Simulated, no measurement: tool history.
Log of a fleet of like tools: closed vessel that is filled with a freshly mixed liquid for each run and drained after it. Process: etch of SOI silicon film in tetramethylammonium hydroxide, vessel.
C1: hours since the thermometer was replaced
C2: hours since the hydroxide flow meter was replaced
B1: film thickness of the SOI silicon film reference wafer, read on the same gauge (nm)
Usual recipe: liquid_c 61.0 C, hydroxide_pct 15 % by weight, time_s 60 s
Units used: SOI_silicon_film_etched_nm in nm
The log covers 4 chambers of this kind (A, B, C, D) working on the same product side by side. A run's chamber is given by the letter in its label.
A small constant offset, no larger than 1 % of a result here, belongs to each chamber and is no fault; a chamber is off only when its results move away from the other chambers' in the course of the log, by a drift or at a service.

{"run": "1D", "hour": 7.5, "liquid_c": 61.0, "hydroxide_pct": 15, "time_s": 60, "C1": 386.8, "C2": 1645.9, "B1": 149.99, "SOI_silicon_film_etched_nm": 202.21}
{"run": "2C", "hour": 16.4, "liquid_c": 61.0, "hydroxide_pct": 15, "time_s": 60, "C1": 518.5, "C2": 1687.0, "B1": 150.01, "SOI_silicon_film_etched_nm": 200.7}
{"run": "3B", "hour": 22.0, "liquid_c": 61.0, "hydroxide_pct": 15, "time_s": 60, "C1": 1264.9, "C2": 1605.8, "B1": 149.99, "SOI_silicon_film_etched_nm": 201.42}
{"run": "4A", "hour": 29.4, "liquid_c": 61.0, "hydroxide_pct": 15, "time_s": 60, "C1": 477.8, "C2": 343.3, "B1": 149.98, "SOI_silicon_film_etched_nm": 202.51}
{"run": "5C", "hour": 39.7, "liquid_c": 61.0, "hydroxide_pct": 15, "time_s": 60, "C1": 541.8, "C2": 1710.3, "B1": 150.01, "SOI_silicon_film_etched_nm": 200.18}
{"run": "6B", "hour": 50.6, "liquid_c": 61.0, "hydroxide_pct": 15, "time_s": 60, "C1": 1293.5, "C2": 1634.4, "B1": 150.0, "SOI_silicon_film_etched_nm": 201.95}
{"run": "7D", "hour": 57.1, "liquid_c": 61.0, "hydroxide_pct": 15, "time_s": 60, "C1": 436.4, "C2": 1695.5, "B1": 150.01, "SOI_silicon_film_etched_nm": 199.74}
{"run": "8A", "hour": 69.4, "liquid_c": 61.0, "hydroxide_pct": 15, "time_s": 60, "C1": 517.8, "C2": 383.3, "B1": 149.99, "SOI_silicon_film_etched_nm": 200.52}
{"run": "9D", "hour": 81.2, "liquid_c": 61.0, "hydroxide_pct": 15, "time_s": 60, "C1": 460.5, "C2": 1719.6, "B1": 149.99, "SOI_silicon_film_etched_nm": 201.31}
{"run": "10A", "hour": 90.8, "liquid_c": 61.0, "hydroxide_pct": 15, "time_s": 60, "C1": 539.2, "C2": 404.7, "B1": 150.02, "SOI_silicon_film_etched_nm": 200.44}
{"run": "11C", "hour": 97.3, "liquid_c": 61.0, "hydroxide_pct": 15, "time_s": 60, "C1": 599.4, "C2": 1767.9, "B1": 150.03, "SOI_silicon_film_etched_nm": 201.41}
{"hour": 100.5, "done": "chamber D: hydroxide flow meter replaced"}
{"run": "12B", "hour": 109.1, "liquid_c": 57.5, "hydroxide_pct": 15, "time_s": 30, "C1": 1352.0, "C2": 1692.9, "B1": 150.04, "SOI_silicon_film_etched_nm": 80.887}
{"run": "13B", "hour": 115.3, "liquid_c": 57.5, "hydroxide_pct": 15, "time_s": 30, "C1": 1358.2, "C2": 1699.1, "B1": 149.98, "SOI_silicon_film_etched_nm": 80.39}
{"run": "14D", "hour": 124.0, "liquid_c": 57.5, "hydroxide_pct": 15, "time_s": 30, "C1": 503.3, "C2": 23.6, "B1": 150.01, "SOI_silicon_film_etched_nm": 80.679}
{"run": "15C", "hour": 133.1, "liquid_c": 57.5, "hydroxide_pct": 15, "time_s": 30, "C1": 635.2, "C2": 1803.7, "B1": 149.96, "SOI_silicon_film_etched_nm": 78.943}
{"run": "16A", "hour": 142.7, "liquid_c": 61.0, "hydroxide_pct": 15, "time_s": 60, "C1": 591.1, "C2": 456.6, "B1": 150.02, "SOI_silicon_film_etched_nm": 203.64}
{"run": "17D", "hour": 148.5, "liquid_c": 61.0, "hydroxide_pct": 11, "time_s": 60, "C1": 527.8, "C2": 48.1, "B1": 150.01, "SOI_silicon_film_etched_nm": 231.92}
{"run": "18B", "hour": 157.6, "liquid_c": 61.0, "hydroxide_pct": 11, "time_s": 60, "C1": 1400.5, "C2": 1741.4, "B1": 150.01, "SOI_silicon_film_etched_nm": 231.45}
{"run": "19A", "hour": 169.7, "liquid_c": 61.0, "hydroxide_pct": 11, "time_s": 60, "C1": 618.1, "C2": 483.6, "B1": 149.97, "SOI_silicon_film_etched_nm": 236.3}
{"hour": 173.6, "done": "chamber C: hydroxide flow meter replaced"}
{"run": "20C", "hour": 176.4, "liquid_c": 61.0, "hydroxide_pct": 11, "time_s": 60, "C1": 678.5, "C2": 2.9, "B1": 150.03, "SOI_silicon_film_etched_nm": 231.01}
{"run": "21B", "hour": 187.1, "liquid_c": 61.0, "hydroxide_pct": 15, "time_s": 60, "C1": 1430.0, "C2": 1770.9, "B1": 150.01, "SOI_silicon_film_etched_nm": 202.93}
{"run": "22A", "hour": 192.7, "liquid_c": 61.0, "hydroxide_pct": 15, "time_s": 60, "C1": 641.1, "C2": 506.6, "B1": 149.97, "SOI_silicon_film_etched_nm": 210.75}
{"run": "23C", "hour": 201.7, "liquid_c": 61.0, "hydroxide_pct": 15, "time_s": 60, "C1": 703.8, "C2": 28.2, "B1": 150.04, "SOI_silicon_film_etched_nm": 196.54}
{"run": "24D", "hour": 209.4, "liquid_c": 61.0, "hydroxide_pct": 15, "time_s": 60, "C1": 588.7, "C2": 109.0, "B1": 150.0, "SOI_silicon_film_etched_nm": 200.5}
{"run": "25A", "hour": 219.0, "liquid_c": 61.0, "hydroxide_pct": 15, "time_s": 60, "C1": 667.4, "C2": 532.9, "B1": 150.0, "SOI_silicon_film_etched_nm": 212.1}

One chamber off, gauge drift, or nothing amiss beyond the chambers' own small offsets? If it is a chamber, which one, and what is the likeliest cause?

One chamber, A, drifts off from the rest bit by bit.
What lies behind it: hydroxide flow below the setpoint (%) = 10.5.
The log might look much the same if the cause were instead: liquid hotter than its thermometer reads (K).

Which of the 4 candidates below, each the usual settings with something changed and its results left as question marks, puts chamber A back in line with what the other chambers give on the usual settings?
Maximum distance from the other chambers' mean on the usual settings for a result to count as in line: SOI_silicon_film_etched_nm 3.900 nm
{"run": "26A-1", "hour": 228.2, "liquid_c": 62.5, "hydroxide_pct": 15, "time_s": 60, "SOI_silicon_film_etched_nm": "?"}
{"run": "26A-2", "hour": 228.2, "liquid_c": 62.0, "hydroxide_pct": 15, "time_s": 60, "SOI_silicon_film_etched_nm": "?"}
{"run": "26A-3", "hour": 228.2, "liquid_c": 59.5, "hydroxide_pct": 15, "time_s": 60, "SOI_silicon_film_etched_nm": "?"}
{"run": "26A-4", "hour": 228.2, "liquid_c": 60.0, "hydroxide_pct": 15, "time_s": 60, "SOI_silicon_film_etched_nm": "?"}

On the usual settings, the other chambers give on average: SOI_silicon_film_etched_nm 201.000 nm
run=26A-1 SOI_silicon_film_etched_nm=232.800
run=26A-2 SOI_silicon_film_etched_nm=225.760
run=26A-3 SOI_silicon_film_etched_nm=193.060
run=26A-4 SOI_silicon_film_etched_nm=199.220
Change 26A-4 lands the chamber within the allowed miss of the other chambers.
